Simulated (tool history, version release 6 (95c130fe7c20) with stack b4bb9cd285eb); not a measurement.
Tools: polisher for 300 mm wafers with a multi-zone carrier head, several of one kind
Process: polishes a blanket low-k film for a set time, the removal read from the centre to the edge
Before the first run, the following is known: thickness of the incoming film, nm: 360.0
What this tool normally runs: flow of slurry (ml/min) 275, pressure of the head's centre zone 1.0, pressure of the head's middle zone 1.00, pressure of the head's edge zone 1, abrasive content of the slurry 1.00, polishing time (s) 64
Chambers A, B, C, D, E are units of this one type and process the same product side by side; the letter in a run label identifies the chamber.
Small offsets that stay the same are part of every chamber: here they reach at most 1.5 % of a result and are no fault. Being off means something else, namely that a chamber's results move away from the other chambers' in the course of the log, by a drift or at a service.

| run | hour | flow of slurry (ml/min) | pressure of the head's centre zone | pressure of the head's middle zone | pressure of the head's edge zone | abrasive content of the slurry | polishing time (s) | wafers polished on this pad | hours since the slurry nozzle was cleaned | hours since the centre zone pressure was calibrated | hours since the edge zone pressure was calibrated | film removed at the wafer's centre (nm) | film removed at mid-radius (nm) | film removed at the wafer's edge (nm) |
|---|---|---|---|---|---|---|---|---|---|---|---|---|---|---|
| 1D | 3.1 | 275 | 1.0 | 1.00 | 1 | 1.00 | 64 | 978 | 132.1 | 182.6 | 198.0 | 27.129 | 26.570 | 26.740 |
|  | 3.2 | chamber B: worn pad replaced by a new one |
| 2A | 6.5 | 275 | 1.0 | 1.00 | 1 | 1.00 | 64 | 107 | 539.7 | 537.1 | 347.5 | 26.636 | 26.595 | 25.668 |
| 3B | 8.9 | 275 | 1.0 | 1.00 | 1 | 1.00 | 64 | 49 | 58.4 | 1021.9 | 423.9 | 26.592 | 26.775 | 27.028 |
| 4C | 10.9 | 275 | 1.0 | 1.00 | 1 | 1.00 | 64 | 297 | 186.9 | 285.9 | 119.6 | 26.777 | 27.204 | 26.364 |
| 5E | 14.9 | 275 | 1.0 | 1.00 | 1 | 1.00 | 64 | 293 | 471.8 | 408.6 | 257.0 | 26.585 | 26.585 | 26.495 |
| 6E | 19.0 | 275 | 1.0 | 1.00 | 1 | 1.00 | 64 | 329 | 475.9 | 412.7 | 261.1 | 26.804 | 26.557 | 26.010 |
| 7D | 22.7 | 275 | 1.0 | 1.00 | 1 | 1.00 | 64 | 1147 | 151.7 | 202.2 | 217.6 | 27.053 | 27.027 | 26.862 |
| 8A | 25.3 | 275 | 1.0 | 1.00 | 1 | 1.00 | 64 | 269 | 558.5 | 555.9 | 366.3 | 26.289 | 26.163 | 26.272 |
| 9B | 27.6 | 275 | 1.0 | 1.00 | 1 | 1.00 | 64 | 210 | 77.1 | 1040.6 | 442.6 | 26.459 | 26.798 | 26.233 |
| 10C | 30.2 | 275 | 1.0 | 1.00 | 1 | 1.00 | 64 | 463 | 206.2 | 305.2 | 138.9 | 26.806 | 27.137 | 26.640 |
| 11D | 33.1 | 275 | 1.0 | 1.00 | 1 | 1.00 | 64 | 1236 | 162.1 | 212.6 | 228.0 | 27.264 | 26.145 | 26.650 |
| 12A | 36.9 | 275 | 1.0 | 1.00 | 1 | 1.00 | 64 | 368 | 570.1 | 567.5 | 377.9 | 26.546 | 26.195 | 26.579 |
| 13C | 39.6 | 275 | 1.0 | 1.00 | 1 | 1.00 | 64 | 544 | 215.6 | 314.6 | 148.3 | 26.915 | 26.843 | 26.425 |
|  | 41.7 | chamber B: centre zone pressure recalibrated |
| 14E | 43.3 | 275 | 1.0 | 1.00 | 1 | 1.00 | 64 | 537 | 500.2 | 437.0 | 285.4 | 26.803 | 26.397 | 26.888 |
| 15B | 46.5 | 275 | 1.0 | 1.00 | 1 | 1.00 | 64 | 373 | 96.0 | 4.8 | 461.5 | 24.113 | 26.705 | 26.567 |
| 16D | 49.9 | 275 | 1.0 | 1.00 | 1 | 1.00 | 64 | 1380 | 178.9 | 229.4 | 244.8 | 26.939 | 26.501 | 26.831 |
|  | 50.1 | chamber C: worn pad replaced by a new one |
| 17C | 53.8 | 275 | 1.0 | 1.00 | 1 | 1.00 | 64 | 32 | 229.8 | 328.8 | 162.5 | 26.594 | 27.200 | 26.917 |
| 18E | 56.5 | 275 | 1.0 | 1.00 | 1 | 0.75 | 64 | 651 | 513.4 | 450.2 | 298.6 | 22.929 | 22.672 | 23.086 |
| 19A | 59.7 | 275 | 1.0 | 1.00 | 1 | 0.75 | 64 | 564 | 592.9 | 590.3 | 400.7 | 22.954 | 23.295 | 22.464 |
| 20B | 62.4 | 275 | 1.0 | 1.00 | 1 | 0.75 | 64 | 509 | 111.9 | 20.7 | 477.4 | 21.369 | 22.989 | 23.247 |
|  | 63.7 | chamber C: centre zone pressure recalibrated |
| 21E | 66.1 | 275 | 1.0 | 1.00 | 1 | 0.75 | 64 | 733 | 523.0 | 459.8 | 308.2 | 22.983 | 22.729 | 23.321 |
| 22A | 68.4 | 275 | 1.0 | 1.00 | 1 | 0.75 | 64 | 639 | 601.6 | 599.0 | 409.4 | 23.117 | 22.648 | 23.365 |
|  | 70.1 | chamber D: worn pad replaced by a new one |
| 23C | 72.1 | 275 | 1.0 | 1.00 | 1 | 1.00 | 64 | 189 | 248.1 | 8.4 | 180.8 | 26.715 | 27.129 | 26.849 |
| 24D | 75.0 | 275 | 0.9 | 1.00 | 1 | 1.25 | 64 | 42 | 204.0 | 254.5 | 269.9 | 26.710 | 29.658 | 29.408 |
|  | 76.1 | chamber A: worn pad replaced by a new one |
| 25B | 77.2 | 275 | 0.9 | 1.00 | 1 | 1.25 | 64 | 636 | 126.7 | 35.5 | 492.2 | 23.816 | 29.381 | 29.117 |
| 26B | 79.3 | 275 | 0.9 | 1.00 | 1 | 1.25 | 64 | 654 | 128.8 | 37.6 | 494.3 | 24.027 | 29.187 | 29.702 |
| 27A | 83.5 | 275 | 0.9 | 1.00 | 1 | 1.25 | 64 | 64 | 616.7 | 614.1 | 424.5 | 25.792 | 29.316 | 29.117 |
| 28E | 87.5 | 275 | 0.9 | 1.00 | 1 | 1.25 | 64 | 917 | 544.4 | 481.2 | 329.6 | 26.360 | 28.772 | 29.926 |
|  | 90.9 | chamber A: slurry nozzle cleaned |
| 29D | 91.6 | 275 | 1.0 | 1.06 | 1 | 1.00 | 64 | 185 | 220.6 | 271.1 | 286.5 | 27.134 | 28.567 | 26.384 |
|  | 92.8 | chamber B: worn pad replaced by a new one |
| 30C | 94.1 | 275 | 1.0 | 1.06 | 1 | 1.00 | 64 | 378 | 270.1 | 30.4 | 202.8 | 27.322 | 27.932 | 26.656 |
| 31D | 97.2 | 275 | 1.0 | 1.06 | 1 | 1.00 | 64 | 233 | 226.2 | 276.7 | 292.1 | 27.239 | 28.152 | 26.318 |
| 32A | 99.4 | 275 | 1.0 | 1.06 | 1 | 1.00 | 64 | 200 | 8.5 | 630.0 | 440.4 | 26.261 | 27.688 | 26.545 |
| 33B | 103.6 | 275 | 1.0 | 1.06 | 1 | 1.00 | 64 | 93 | 153.1 | 61.9 | 518.6 | 24.536 | 28.483 | 26.342 |
| 34C | 105.9 | 275 | 1.0 | 1.00 | 1 | 1.00 | 64 | 479 | 281.9 | 42.2 | 214.6 | 26.980 | 26.730 | 26.692 |
| 35E | 108.7 | 275 | 1.0 | 1.00 | 1 | 1.00 | 64 | 1100 | 565.6 | 502.4 | 350.8 | 26.940 | 26.881 | 26.826 |
| 36A | 111.1 | 275 | 1.0 | 1.00 | 1 | 1.00 | 64 | 301 | 20.2 | 641.7 | 452.1 | 26.405 | 25.920 | 26.537 |
| 37E | 115.2 | 275 | 1.0 | 1.00 | 1 | 1.00 | 64 | 1155 | 572.1 | 508.9 | 357.3 | 27.011 | 26.556 | 26.396 |
| 38B | 119.2 | 275 | 1.0 | 1.00 | 1 | 1.00 | 64 | 227 | 168.7 | 77.5 | 534.2 | 24.393 | 26.653 | 26.772 |

What goes on in this fleet: one chamber off, a drifting gauge, or nothing beyond the chambers' own small offsets? Name the chamber and the cause, if any.

After it was serviced, chamber B no longer matches the other chambers.
Most likely cause: centre zone's pressure below its setpoint, % = 7.12.

Below are 4 candidate recipes for chamber B's next run, each the usual settings with a change, their results shown as question marks. Which of them brings B's results back in line with what the other chambers give on the usual settings?
Maximum distance from the other chambers' mean on the usual settings for a result to count as in line: film removed at the wafer's centre (nm) 0.740; film removed at mid-radius (nm) 1.200; film removed at the wafer's edge (nm) 1.100
| 39B-1 | 122.2 | 280 | 1.07 | 0.98 | 0.98 | 1.00 | 65 |  |  |  |  | ? | ? | ? |
| 39B-2 | 122.2 | 275 | 1.03 | 0.99 | 0.99 | 1.00 | 64 |  |  |  |  | ? | ? | ? |
| 39B-3 | 122.2 | 270 | 0.93 | 1.02 | 1.02 | 1.00 | 63 |  |  |  |  | ? | ? | ? |
| 39B-4 | 122.2 | 275 | 0.97 | 1.01 | 1.01 | 1.00 | 64 |  |  |  |  | ? | ? | ? |

Usual-settings mean across the other chambers: film removed at the wafer's centre (nm) 26.776; film removed at mid-radius (nm) 26.602; film removed at the wafer's edge (nm) 26.617
| run | film removed at the wafer's centre (nm) | film removed at mid-radius (nm) | film removed at the wafer's edge (nm) |
|---|---|---|---|
| 39B-1 | 26.941 | 26.636 | 26.809 |
| 39B-2 | 25.384 | 26.429 | 26.496 |
| 39B-3 | 22.268 | 26.708 | 26.448 |
| 39B-4 | 23.757 | 26.933 | 26.771 |
It is 39B-1 that realigns the chamber with its peers.
